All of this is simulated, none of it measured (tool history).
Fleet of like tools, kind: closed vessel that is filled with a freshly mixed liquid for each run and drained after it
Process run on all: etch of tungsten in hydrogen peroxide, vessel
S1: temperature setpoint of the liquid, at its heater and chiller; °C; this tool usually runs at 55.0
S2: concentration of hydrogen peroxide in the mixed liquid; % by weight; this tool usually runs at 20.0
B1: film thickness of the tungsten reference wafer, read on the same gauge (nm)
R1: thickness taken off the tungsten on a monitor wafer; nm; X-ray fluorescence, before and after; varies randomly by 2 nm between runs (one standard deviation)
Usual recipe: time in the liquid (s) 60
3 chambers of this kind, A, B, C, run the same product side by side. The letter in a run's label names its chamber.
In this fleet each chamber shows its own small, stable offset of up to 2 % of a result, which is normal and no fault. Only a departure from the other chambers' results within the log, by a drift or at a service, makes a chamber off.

Run 1B, hour 3.7: usual settings; B1 150.03. Result: R1 228.28 nm.
Run 2A, hour 7.1: usual settings; B1 150.00. Result: R1 223.56 nm.
Run 3C, hour 10.2: usual settings; B1 150.02. Result: R1 229.39 nm.
Run 4A, hour 12.7: usual settings; B1 150.04. Result: R1 225.08 nm.
Run 5B, hour 16.4: usual settings; B1 150.02. Result: R1 226.20 nm.
At hour 17.8: chamber A: new drum of peroxide connected.
Run 6C, hour 19.4: usual settings; B1 149.98. Result: R1 229.45 nm.
Run 7B, hour 23.6: usual settings; B1 150.02. Result: R1 229.70 nm.
At hour 25.5: chamber C: peroxide flow meter replaced.
Run 8C, hour 25.8: usual settings; B1 150.00. Result: R1 232.90 nm.
Run 9A, hour 28.7: usual settings; B1 149.98. Result: R1 228.44 nm.
Run 10A, hour 31.8: usual settings but S1 45.5 °C; B1 150.00. Result: R1 125.21 nm.
Run 11C, hour 34.7: usual settings but S1 45.5 °C; B1 150.01. Result: R1 129.62 nm.
Run 12B, hour 37.0: usual settings but S1 45.5 °C; B1 150.03. Result: R1 128.51 nm.
Run 13C, hour 40.2: usual settings; B1 149.99. Result: R1 228.67 nm.
Run 14B, hour 42.4: usual settings; B1 150.05. Result: R1 229.81 nm.
Run 15A, hour 46.1: usual settings; B1 149.98. Result: R1 226.36 nm.
Run 16A, hour 48.8: usual settings; B1 149.96. Result: R1 222.08 nm.
Run 17B, hour 52.9: usual settings; B1 150.00. Result: R1 226.36 nm.
Run 18C, hour 56.5: usual settings; B1 149.96. Result: R1 226.32 nm.
Run 19C, hour 61.1: usual settings but S1 60.0 °C, S2 16.5 % by weight; B1 150.00. Result: R1 277.06 nm.
Run 20B, hour 64.3: usual settings but S1 60.0 °C, S2 16.5 % by weight; B1 150.03. Result: R1 281.27 nm.
Run 21A, hour 67.8: usual settings but S1 60.0 °C, S2 16.5 % by weight; B1 149.97. Result: R1 268.04 nm.
Run 22B, hour 71.7: usual settings; B1 150.05. Result: R1 223.61 nm.
Run 23A, hour 76.2: usual settings; B1 149.99. Result: R1 217.85 nm.
Run 24C, hour 80.4: usual settings; B1 150.01. Result: R1 227.48 nm.
Run 25A, hour 84.8: usual settings; B1 150.01. Result: R1 214.83 nm.
Run 26B, hour 87.9: usual settings; B1 150.01. Result: R1 228.26 nm.
Run 27C, hour 90.7: usual settings; B1 150.03. Result: R1 232.22 nm.
Run 28A, hour 94.6: usual settings; B1 150.03. Result: R1 214.73 nm.
Run 29B, hour 98.8: usual settings; B1 149.97. Result: R1 228.83 nm.
Run 30C, hour 101.3: usual settings; B1 149.99. Result: R1 228.39 nm.
Run 31C, hour 103.4: usual settings; B1 150.00. Result: R1 232.05 nm.
Run 32A, hour 107.4: usual settings but S1 48.0 °C, time in the liquid (s) 50; B1 149.98. Result: R1 114.30 nm.

Does one chamber stand apart from the rest, does the shared gauge drift, or is all well apart from small per-chamber offsets? Give the chamber and the most likely cause, where there is one.

One chamber, A, drifts off from the rest bit by bit.
Most likely cause: liquid colder than its thermometer reads (K) = 1.04.
The log may not separate it from: peroxide flow below the setpoint (%).

Which of the 4 candidates below, each the usual settings with something changed and its results left as question marks, puts chamber A back in line with what the other chambers give on the usual settings?
To be in line, a result may differ from the other chambers' mean on the usual settings by at most: R1 7.00 nm
Run 33A-1, hour 110.7: usual settings but time in the liquid (s) 65. Result: R1 ?.
Run 33A-2, hour 110.7: usual settings but S1 53.0 °C. Result: R1 ?.
Run 33A-3, hour 110.7: usual settings but S2 17.0 % by weight. Result: R1 ?.
Run 33A-4, hour 110.7: usual settings but S2 25.5 % by weight. Result: R1 ?.

The mean the other chambers reach with the usual settings: R1 229.37 nm
  run      R1
33A-1  231.70
33A-2  189.34
33A-3  196.92
33A-4  241.88
It is 33A-1 that realigns the chamber with its peers.
